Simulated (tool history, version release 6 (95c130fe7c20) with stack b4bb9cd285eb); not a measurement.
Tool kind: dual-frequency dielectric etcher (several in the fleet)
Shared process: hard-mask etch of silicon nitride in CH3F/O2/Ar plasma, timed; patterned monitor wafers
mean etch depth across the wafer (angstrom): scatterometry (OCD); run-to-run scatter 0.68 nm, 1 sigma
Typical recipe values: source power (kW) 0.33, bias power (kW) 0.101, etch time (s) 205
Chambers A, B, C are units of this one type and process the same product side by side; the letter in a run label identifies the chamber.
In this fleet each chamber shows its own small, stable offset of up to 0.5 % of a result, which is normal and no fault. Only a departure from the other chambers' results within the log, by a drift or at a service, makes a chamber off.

| run | hour | source power (kW) | bias power (kW) | etch time (s) | read-back reference wafer on the same gauge, depth_nm | mean etch depth across the wafer (angstrom) |
|---|---|---|---|---|---|---|
| 1C | 7.4 | 0.33 | 0.101 | 205 | 179.86 | 1506.3 |
| 2A | 13.3 | 0.33 | 0.101 | 205 | 180.12 | 1514.5 |
| 3B | 17.8 | 0.33 | 0.101 | 205 | 179.88 | 1517.1 |
| 4C | 23 | 0.33 | 0.101 | 205 | 179.87 | 1510.8 |
| 5B | 28.5 | 0.33 | 0.101 | 205 | 180.13 | 1515 |
| 6A | 34.7 | 0.33 | 0.101 | 205 | 180.05 | 1511.9 |
| 7B | 41 | 0.33 | 0.101 | 205 | 180.13 | 1515.9 |
| 8A | 49 | 0.33 | 0.101 | 205 | 179.96 | 1507.4 |
| 9C | 56.4 | 0.33 | 0.101 | 205 | 180 | 1504.9 |
| 10B | 62 | 0.33 | 0.101 | 205 | 180.14 | 1528 |
| 11A | 66.8 | 0.33 | 0.101 | 205 | 180.01 | 1499.4 |
| 12C | 74 | 0.33 | 0.101 | 205 | 179.84 | 1505.7 |
| 13C | 82.1 | 0.33 | 0.101 | 205 | 179.95 | 1503 |
| 14A | 88.6 | 0.33 | 0.101 | 205 | 179.98 | 1507.2 |
| 15B | 92.3 | 0.33 | 0.101 | 205 | 179.82 | 1543.1 |
| 16A | 96.4 | 0.33 | 0.101 | 205 | 179.95 | 1513.2 |
| 17C | 103.5 | 0.33 | 0.101 | 205 | 179.94 | 1509.6 |
| 18B | 111.6 | 0.33 | 0.101 | 205 | 180.03 | 1561.2 |
| 19A | 118.8 | 0.33 | 0.101 | 205 | 180 | 1499.3 |
| 20C | 125.1 | 0.33 | 0.101 | 177 | 180.1 | 1316.7 |
| 21B | 132.3 | 0.33 | 0.101 | 177 | 180.03 | 1359.2 |
| 22C | 138.1 | 0.33 | 0.101 | 177 | 180.16 | 1297.6 |
| 23B | 144.3 | 0.33 | 0.101 | 205 | 179.97 | 1584.6 |
| 24A | 150.1 | 0.33 | 0.101 | 205 | 179.99 | 1509.8 |
| 25C | 157.1 | 0.33 | 0.101 | 205 | 179.93 | 1515 |

All 3 chambers run these settings next. Forecast each chamber's results:
| 26A | 163.1 | 0.33 | 0.101 | 205 |  | ? |
| 26B | 163.1 | 0.33 | 0.101 | 205 |  | ? |
| 26C | 163.1 | 0.33 | 0.101 | 205 |  | ? |

| run | mean etch depth across the wafer (angstrom) |
|---|---|
| 26A | 1501.3 |
| 26B | 1588.6 |
| 26C | 1529.6 |
